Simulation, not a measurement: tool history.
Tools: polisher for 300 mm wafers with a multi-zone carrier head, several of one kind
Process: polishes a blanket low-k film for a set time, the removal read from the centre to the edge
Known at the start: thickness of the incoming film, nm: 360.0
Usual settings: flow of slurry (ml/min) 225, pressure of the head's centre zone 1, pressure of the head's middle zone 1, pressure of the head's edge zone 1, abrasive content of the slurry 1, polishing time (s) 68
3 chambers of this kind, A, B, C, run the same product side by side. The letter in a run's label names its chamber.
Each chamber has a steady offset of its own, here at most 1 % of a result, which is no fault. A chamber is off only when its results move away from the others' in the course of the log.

run   hour  flow of slurry (ml/min)  pressure of the head's centre zone  pressure of the head's middle zone  pressure of the head's edge zone  abrasive content of the slurry  polishing time (s)  film removed at the wafer's centre (angstrom)  film removed at mid-radius (angstrom)  film removed at the wafer's edge (angstrom)
 1A    9.2                      225                                   1                                   1                                 1                               1                  68                                         230.02                                 227.62                                       228.18
 2C   19.8                      225                                   1                                   1                                 1                               1                  68                                         228.48                                 226.52                                       230.46
        32  -- chamber C: edge zone pressure recalibrated
 3B   32.1                      225                                   1                                   1                                 1                               1                  68                                         229.24                                 226.37                                       227.23
 4A   44.8                      225                                   1                                   1                                 1                               1                  68                                         230.29                                 227.73                                       229.93
      49.5  -- chamber C: centre zone pressure recalibrated
 5B   56.7                      180                                   1                                   1                                 1                               1                  68                                         221.32                                 221.11                                       224.51
      70.4  -- chamber A: worn pad replaced by a new one
 6C   72.1                      180                                   1                                   1                                 1                               1                  68                                         223.06                                  216.4                                       221.89
      73.1  -- chamber A: centre zone pressure recalibrated
 7C   80.4                      180                                   1                                   1                                 1                               1                  68                                          223.3                                 219.04                                       224.05
 8B     95                      225                                   1                                0.96                               0.9                               1                  68                                         229.83                                 220.82                                       216.63
 9A  109.3                      225                                   1                                0.96                               0.9                               1                  68                                         230.26                                 223.21                                       218.31
10C  125.4                      225                                   1                                0.96                               0.9                               1                  68                                         228.46                                 222.83                                       216.44
11B  138.8                      295                                   1                                   1                                 1                               1                  47                                         163.57                                 161.83                                       162.55
     145.9  -- chamber B: worn pad replaced by a new one
12A  148.1                      295                                   1                                   1                                 1                               1                  47                                         165.69                                  159.9                                       164.83
     154.9  -- chamber C: worn pad replaced by a new one
13B  160.1                      295                                   1                                   1                                 1                               1                  47                                         163.93                                 166.82                                       163.19
     164.1  -- chamber A: worn pad replaced by a new one
14C    171                      225                                   1                                   1                                 1                               1                  68                                         230.75                                 234.93                                       229.67
     177.2  -- chamber B: slurry nozzle cleaned
     178.7  -- chamber B: centre zone pressure recalibrated
15A  185.7                      225                                   1                                   1                                 1                               1                  68                                         230.51                                 228.73                                       233.48
16B  198.6                      225                                   1                                   1                                 1                               1                  68                                         251.92                                 225.42                                       227.92
17A  210.4                      225                                   1                                   1                                 1                               1                  68                                         229.48                                 228.79                                       227.54
       218  -- chamber A: slurry nozzle cleaned
18C  219.5                      225                                   1                                   1                                 1                               1                  68                                         230.95                                 220.11                                       226.95
19C  234.1                      225                                   1                                   1                                 1                               1                  68                                         228.72                                 225.05                                       222.52
     242.6  -- chamber C: slurry nozzle cleaned
20A  244.2                      225                                   1                                   1                                 1                               1                  47                                         158.12                                 153.05                                       161.85
21B  252.7                      225                                   1                                   1                                 1                               1                  47                                         174.49                                 159.91                                       158.42
22A    260                      225                                   1                                   1                                 1                               1                  47                                         160.57                                 159.52                                       161.16
     266.4  -- chamber A: worn pad replaced by a new one
23B  271.6                      225                                   1                                0.96                              1.08                               1                  68                                         249.12                                 223.19                                       241.39
24C  287.9                      225                                   1                                0.96                              1.08                               1                  68                                         227.67                                 216.37                                       235.18
25C  296.5                      225                                   1                                0.96                              1.08                               1                  68                                         231.14                                 218.91                                       238.45
     302.1  -- chamber C: worn pad replaced by a new one
26A  309.7                      225                                   1                                   1                                 1                               1                  68                                         230.06                                 225.67                                       230.39
27B  320.4                      225                                   1                                   1                                 1                               1                  68                                         249.71                                 227.88                                       229.02
     321.6  -- chamber B: worn pad replaced by a new one
28B  334.6                      225                                   1                                   1                                 1                               1                  68                                         249.02                                 231.65                                          229
29A  343.1                      225                                   1                                   1                                 1                               1                  68                                         230.23                                 233.21                                        233.3
30C  357.3                      225                                   1                                   1                                 1                               1                  68                                         229.73                                 228.74                                       231.79
       360  -- chamber A: worn pad replaced by a new one
31C  370.5                      225                                   1                                   1                                 1                               1                  68                                          227.6                                 235.43                                       228.26
32A  377.9                      225                                   1                                 1.1                                 1                               1                  87                                         296.68                                 321.43                                        298.5
33B  388.6                      225                                   1                                 1.1                                 1                               1                  87                                         323.23                                 322.85                                       293.68
34C  397.8                      225                                   1                                 1.1                                 1                               1                  87                                          295.4                                 319.37                                       291.25
35B  406.4                      225                                   1                                   1                                 1                               1                  68                                         248.52                                 233.55                                       229.72
36A  418.1                      225                                   1                                   1                                 1                               1                  68                                         229.95                                 231.07                                       226.03
37A  429.1                      225                                   1                                   1                                 1                               1                  68                                         231.53                                 230.44                                       224.84
38C  439.1                      225                                   1                                   1                                 1                               1                  68                                          230.3                                 223.04                                       228.51
39B  450.5                      225                                   1                                   1                                 1                               1                  68                                         250.79                                 231.51                                       234.94
40B  461.9                      225                                1.04                                   1                                 1                               1                  68                                         259.89                                 233.79                                       228.08

Next, every chamber runs the same settings. What will each give?
41A  473.7                      225                                   1                                   1                                 1                               1                  68                                              ?                                      ?                                            ?
41B  473.7                      225                                   1                                   1                                 1                               1                  68                                              ?                                      ?                                            ?
41C  473.7                      225                                   1                                   1                                 1                               1                  68                                              ?                                      ?                                            ?

run  film removed at the wafer's centre (angstrom)  film removed at mid-radius (angstrom)  film removed at the wafer's edge (angstrom)
41A                                         228.68                                 226.28                                       234.26
41B                                         249.95                                 232.95                                       229.33
41C                                         229.18                                 230.19                                       228.29

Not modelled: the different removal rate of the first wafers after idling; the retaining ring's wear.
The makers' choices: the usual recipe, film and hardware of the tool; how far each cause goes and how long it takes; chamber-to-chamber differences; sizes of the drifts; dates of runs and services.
